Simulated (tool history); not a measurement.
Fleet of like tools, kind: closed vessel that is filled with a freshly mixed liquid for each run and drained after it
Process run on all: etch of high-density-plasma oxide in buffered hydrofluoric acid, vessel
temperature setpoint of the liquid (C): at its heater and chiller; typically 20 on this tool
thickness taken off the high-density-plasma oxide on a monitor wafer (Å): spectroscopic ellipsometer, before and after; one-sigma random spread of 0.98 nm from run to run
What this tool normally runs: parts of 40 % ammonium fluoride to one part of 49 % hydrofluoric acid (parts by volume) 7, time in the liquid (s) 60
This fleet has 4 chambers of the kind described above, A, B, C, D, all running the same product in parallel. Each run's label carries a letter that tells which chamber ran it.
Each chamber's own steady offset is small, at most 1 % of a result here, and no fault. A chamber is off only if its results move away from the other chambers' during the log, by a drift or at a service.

| run | hour | temperature setpoint of the liquid (C) | parts of 40 % ammonium fluoride to one part of 49 % hydrofluoric acid (parts by volume) | time in the liquid (s) | read-back film thickness of the high-density-plasma oxide reference wafer, read on the same gauge (nm) | thickness taken off the high-density-plasma oxide on a monitor wafer (Å) |
|---|---|---|---|---|---|---|
| 1B | 8.9 | 20 | 7 | 60 | 40.028 | 1159.8 |
| 2C | 15.3 | 20 | 7 | 60 | 39.992 | 1175.4 |
| 3A | 19.8 | 20 | 7 | 60 | 39.995 | 1170 |
| 4D | 24.4 | 20 | 7 | 60 | 39.984 | 1177.7 |
| 5D | 31.8 | 20 | 7 | 60 | 40.013 | 1171.8 |
| 6C | 36.6 | 20 | 7 | 60 | 39.978 | 1164.4 |
| 7A | 43.9 | 20 | 7 | 60 | 40.02 | 1170.6 |
| 8B | 49.3 | 20 | 7 | 60 | 39.969 | 1168.3 |
| 9D | 58.2 | 20 | 7 | 60 | 40.015 | 1160.2 |
| 10B | 67.7 | 20 | 7 | 60 | 39.991 | 1150 |
| 11C | 75.2 | 17 | 7 | 60 | 40.016 | 984.94 |
| 12A | 83.9 | 17 | 7 | 60 | 40.027 | 1003.7 |
| 13B | 89.6 | 17 | 7 | 60 | 39.98 | 974.82 |
| 14D | 98.7 | 17 | 7 | 60 | 40.038 | 980.79 |
| 15A | 107.4 | 20 | 7 | 60 | 39.98 | 1232.3 |
| 16C | 117.3 | 20 | 7 | 60 | 40.016 | 1155.5 |
| 17B | 126.4 | 20 | 7 | 60 | 39.981 | 1158.2 |
| 18A | 132.5 | 20 | 7 | 60 | 40.011 | 1246.9 |
| 19D | 138.1 | 20 | 7 | 60 | 39.991 | 1180.7 |
| 20C | 145 | 20 | 7 | 60 | 39.975 | 1167.5 |
| 21A | 150.6 | 20 | 7 | 60 | 39.962 | 1267 |
| 22C | 156.5 | 20 | 7 | 60 | 40.009 | 1148.9 |
| 23B | 165.5 | 20 | 7 | 60 | 39.971 | 1153.1 |
| 24D | 172.8 | 20 | 7 | 60 | 40 | 1164.7 |

Is one chamber out of step, is the gauge drifting, or do the chambers differ by no more than their own small offsets? For an off chamber, give its letter and the likeliest cause.

Chamber A drifts away from the others.
Likeliest cause: liquid hotter than its thermometer reads (K) = 1.95.
It could be hard to tell apart here from: hydrofluoric acid flow above the setpoint (%).

Which of the 4 candidates below, each the usual settings with something changed and its results left as question marks, puts chamber A back in line with what the other chambers give on the usual settings?
In line here means within this much of the mean the other chambers give on the usual settings: thickness taken off the high-density-plasma oxide on a monitor wafer (Å) 34
| 25A-1 | 180.1 | 20 | 6.5 | 70 |  | ? |
| 25A-2 | 180.1 | 19.5 | 7.5 | 60 |  | ? |
| 25A-3 | 180.1 | 20.5 | 7 | 65 |  | ? |
| 25A-4 | 180.1 | 19.5 | 7 | 50 |  | ? |

Average result of the remaining chambers running the usual settings: thickness taken off the high-density-plasma oxide on a monitor wafer (Å) 1163.1
| run | thickness taken off the high-density-plasma oxide on a monitor wafer (Å) |
|---|---|
| 25A-1 | 1623.1 |
| 25A-2 | 1175.9 |
| 25A-3 | 1451.2 |
| 25A-4 | 1056.9 |
25A-2 is the one that brings the chamber's results back in line with the other chambers.
